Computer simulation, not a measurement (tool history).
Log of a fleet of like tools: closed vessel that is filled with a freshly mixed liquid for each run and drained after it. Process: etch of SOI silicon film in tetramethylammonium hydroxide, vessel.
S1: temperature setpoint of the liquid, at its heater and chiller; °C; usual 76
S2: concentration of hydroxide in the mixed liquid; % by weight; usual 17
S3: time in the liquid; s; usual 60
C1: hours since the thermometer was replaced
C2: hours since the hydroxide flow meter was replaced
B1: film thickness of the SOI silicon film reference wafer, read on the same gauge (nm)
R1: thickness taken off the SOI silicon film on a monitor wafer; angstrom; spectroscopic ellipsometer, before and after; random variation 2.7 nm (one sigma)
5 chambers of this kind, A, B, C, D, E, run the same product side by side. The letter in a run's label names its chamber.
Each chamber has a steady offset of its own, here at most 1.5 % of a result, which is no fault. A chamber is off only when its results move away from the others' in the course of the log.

run 1A hour=13.5 | S1=76 S2=17 S3=60 | C1=44.9 C2=829.6 | B1=80.012 | R1=5050.1
run 2E hour=23.2 | S1=76 S2=17 S3=60 | C1=942.1 C2=1607.9 | B1=79.983 | R1=4946.3
run 3B hour=29.4 | S1=76 S2=17 S3=60 | C1=954.9 C2=856 | B1=79.978 | R1=5059.1
run 4D hour=36.8 | S1=76 S2=17 S3=60 | C1=1515.7 C2=223.4 | B1=80.024 | R1=4980.1
-- hour=39.1 chamber A: hydroxide flow meter replaced
run 5C hour=49.4 | S1=76 S2=17 S3=60 | C1=1193 C2=639 | B1=80.002 | R1=4979.5
run 6E hour=59.5 | S1=76 S2=17 S3=60 | C1=978.4 C2=1644.2 | B1=79.982 | R1=5051.6
run 7C hour=66.6 | S1=76 S2=17 S3=60 | C1=1210.2 C2=656.2 | B1=79.984 | R1=5021
run 8D hour=73.6 | S1=76 S2=17 S3=60 | C1=1552.5 C2=260.2 | B1=79.992 | R1=4965.3
run 9A hour=82.6 | S1=76 S2=17 S3=60 | C1=114 C2=43.5 | B1=79.968 | R1=5087.2
run 10B hour=94 | S1=76 S2=17 S3=60 | C1=1019.5 C2=920.6 | B1=80.006 | R1=5041.7
run 11A hour=100.8 | S1=76 S2=17 S3=60 | C1=132.2 C2=61.7 | B1=80.019 | R1=5058.2
run 12B hour=107.7 | S1=82.5 S2=17 S3=60 | C1=1033.2 C2=934.3 | B1=79.983 | R1=7205.2
run 13C hour=115.8 | S1=82.5 S2=17 S3=60 | C1=1259.4 C2=705.4 | B1=79.997 | R1=7183.1
run 14D hour=122.8 | S1=82.5 S2=17 S3=60 | C1=1601.7 C2=309.4 | B1=79.996 | R1=7118.1
run 15E hour=134 | S1=82.5 S2=17 S3=60 | C1=1052.9 C2=1718.7 | B1=80.034 | R1=7184.4
run 16D hour=147.6 | S1=82.5 S2=17 S3=60 | C1=1626.5 C2=334.2 | B1=79.999 | R1=7102.3
run 17C hour=160.7 | S1=76 S2=17 S3=60 | C1=1304.3 C2=750.3 | B1=80.005 | R1=5020.4
run 18A hour=168.8 | S1=76 S2=17 S3=60 | C1=200.2 C2=129.7 | B1=79.945 | R1=5090.4
run 19E hour=176.7 | S1=76 S2=17 S3=60 | C1=1095.6 C2=1761.4 | B1=80.009 | R1=5031.1
run 20B hour=185.9 | S1=76 S2=19.5 S3=40 | C1=1111.4 C2=1012.5 | B1=79.997 | R1=3171.9
run 21B hour=194.4 | S1=76 S2=19.5 S3=40 | C1=1119.9 C2=1021 | B1=79.99 | R1=3149.4
-- hour=195.1 chamber B: hydroxide flow meter replaced
run 22D hour=206.4 | S1=76 S2=19.5 S3=40 | C1=1685.3 C2=393 | B1=80.003 | R1=3132.8
run 23A hour=218.6 | S1=76 S2=19.5 S3=40 | C1=250 C2=179.5 | B1=80.013 | R1=3187.7
run 24C hour=226.4 | S1=76 S2=19.5 S3=40 | C1=1370 C2=816 | B1=80.008 | R1=3157.7
run 25E hour=238.3 | S1=76 S2=17 S3=60 | C1=1157.2 C2=1823 | B1=79.994 | R1=5014.5
run 26C hour=246.8 | S1=76 S2=17 S3=60 | C1=1390.4 C2=836.4 | B1=80.02 | R1=5009.8
-- hour=255 chamber D: thermometer replaced
run 27A hour=260 | S1=76 S2=17 S3=60 | C1=291.4 C2=220.9 | B1=80.008 | R1=5098.6
run 28E hour=271.5 | S1=76 S2=17 S3=60 | C1=1190.4 C2=1856.2 | B1=79.99 | R1=5010.3
run 29B hour=280.3 | S1=76 S2=17 S3=60 | C1=1205.8 C2=85.3 | B1=80.022 | R1=5077.5
run 30D hour=288 | S1=79.5 S2=21.5 S3=60 | C1=33 C2=474.6 | B1=80.003 | R1=5398.2
run 31C hour=299.5 | S1=79.5 S2=21.5 S3=60 | C1=1443.1 C2=889.1 | B1=80.019 | R1=5514.9

All 5 chambers run these settings next. Forecast each chamber's results:
run 32A hour=309.2 | S1=76 S2=15 S3=60 | R1=?
run 32B hour=309.2 | S1=76 S2=15 S3=60 | R1=?
run 32C hour=309.2 | S1=76 S2=15 S3=60 | R1=?
run 32D hour=309.2 | S1=76 S2=15 S3=60 | R1=?
run 32E hour=309.2 | S1=76 S2=15 S3=60 | R1=?

run=32A R1=5303.5
run=32B R1=5225.8
run=32C R1=5222.1
run=32D R1=5242
run=32E R1=5191.8
